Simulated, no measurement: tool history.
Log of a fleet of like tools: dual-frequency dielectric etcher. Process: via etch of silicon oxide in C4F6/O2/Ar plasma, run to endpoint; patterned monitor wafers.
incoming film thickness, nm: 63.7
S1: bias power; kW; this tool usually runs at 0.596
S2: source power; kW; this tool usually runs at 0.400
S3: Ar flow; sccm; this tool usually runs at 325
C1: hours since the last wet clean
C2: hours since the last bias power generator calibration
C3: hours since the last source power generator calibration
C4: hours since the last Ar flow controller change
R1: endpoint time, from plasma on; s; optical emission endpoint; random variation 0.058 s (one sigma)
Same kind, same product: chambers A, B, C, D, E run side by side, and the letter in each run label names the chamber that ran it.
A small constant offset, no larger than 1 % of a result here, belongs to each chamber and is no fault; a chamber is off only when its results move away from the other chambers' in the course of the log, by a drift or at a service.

run,day,S1,S2,S3,C1,C2,C3,C4,R1
1B,0.312,0.596,0.400,325,45.0,5002.2,977.1,3775.4,13.170
2C,0.521,0.596,0.400,325,325.8,1457.9,911.3,2262.3,13.208
3D,0.896,0.596,0.400,325,210.8,958.3,369.4,190.3,13.135
4E,1.121,0.596,0.400,325,340.3,983.6,3657.2,531.2,13.311
5A,1.400,0.596,0.400,325,557.7,3125.3,718.3,5650.7,13.197
6C,1.754,0.596,0.400,325,355.4,1487.5,940.9,2291.9,13.259
7D,1.950,0.596,0.400,325,236.1,983.6,394.7,215.6,13.097
8B,2.175,0.596,0.400,325,89.7,5046.9,1021.8,3820.1,13.255
# day 2.404: chamber E: source power generator calibrated
9A,2.488,0.596,0.400,325,583.8,3151.4,744.4,5676.8,13.249
# day 2.612: chamber E: wet clean of the chamber
10E,2.771,0.596,0.400,325,3.8,1023.2,8.9,570.8,13.365
11B,3.138,0.596,0.400,325,112.8,5070.0,1044.9,3843.2,13.126
12C,3.442,0.596,0.400,325,395.9,1528.0,981.4,2332.4,13.227
13E,3.692,0.596,0.400,325,25.9,1045.3,31.0,592.9,13.215
# day 3.704: chamber A: wet clean of the chamber
14D,3.917,0.693,0.400,325,283.3,1030.8,441.9,262.8,12.460
15A,4.083,0.693,0.400,325,9.2,3189.7,782.7,5715.1,13.137
16A,4.396,0.693,0.400,325,16.7,3197.2,790.2,5722.6,12.940
17C,4.646,0.693,0.400,325,424.8,1556.9,1010.3,2361.3,12.480
18B,4.854,0.693,0.400,325,154.0,5111.2,1086.1,3884.4,12.490
19E,5.204,0.596,0.400,325,62.2,1081.6,67.3,629.2,13.362
# day 5.354: chamber A: Ar flow controller replaced
20D,5.483,0.596,0.400,325,320.9,1068.4,479.5,300.4,13.139
21D,5.725,0.596,0.400,325,326.7,1074.2,485.3,306.2,13.072
22B,5.946,0.596,0.400,325,180.2,5137.4,1112.3,3910.6,13.240
23A,6.242,0.596,0.400,325,61.0,3241.5,834.5,21.4,13.728
24E,6.425,0.596,0.310,366,91.5,1110.9,96.6,658.5,14.831
25C,6.596,0.596,0.310,366,471.6,1603.7,1057.1,2408.1,14.666
26D,6.871,0.596,0.310,366,354.2,1101.7,512.8,333.7,14.557
27A,7.200,0.596,0.310,366,84.0,3264.5,857.5,44.4,15.319
28E,7.492,0.596,0.310,366,117.1,1136.5,122.2,684.1,14.822
29C,7.700,0.596,0.400,325,498.1,1630.2,1083.6,2434.6,13.164
30B,7.996,0.596,0.400,325,229.4,5186.6,1161.5,3959.8,13.189
31B,8.242,0.596,0.400,325,235.3,5192.5,1167.4,3965.7,13.077
32C,8.538,0.596,0.400,325,518.2,1650.3,1103.7,2454.7,13.238
33E,8.729,0.596,0.400,325,146.8,1166.2,151.9,713.8,13.321
34A,8.971,0.596,0.400,325,126.5,3307.0,900.0,86.9,13.779
35D,9.138,0.596,0.400,357,408.6,1156.1,567.2,388.1,13.112
36B,9.317,0.596,0.400,357,261.1,5218.3,1193.2,3991.5,13.369
37C,9.525,0.596,0.400,357,541.9,1674.0,1127.4,2478.4,13.218
# day 9.567: chamber A: bias power generator calibrated
38E,9.821,0.596,0.400,357,173.0,1192.4,178.1,740.0,13.483
# day 9.925: chamber B: bias power generator calibrated
39D,10.021,0.596,0.400,357,429.8,1177.3,588.4,409.3,13.287
40A,10.371,0.504,0.340,325,160.1,19.4,933.6,120.5,15.582
41C,10.742,0.504,0.340,325,571.1,1703.2,1156.6,2507.6,15.071
42B,11.088,0.504,0.340,325,303.6,27.9,1235.7,4034.0,14.799
43D,11.338,0.504,0.340,325,461.4,1208.9,620.0,440.9,14.895
44A,11.554,0.504,0.340,325,188.5,47.8,962.0,148.9,15.469

Predict what each chamber gives when all 5 of them run the settings below next.
45A,11.825,0.596,0.400,402,,,,,?
45B,11.825,0.596,0.400,402,,,,,?
45C,11.825,0.596,0.400,402,,,,,?
45D,11.825,0.596,0.400,402,,,,,?
45E,11.825,0.596,0.400,402,,,,,?

run,R1
45A,14.095
45B,13.437
45C,13.568
45D,13.392
45E,13.744
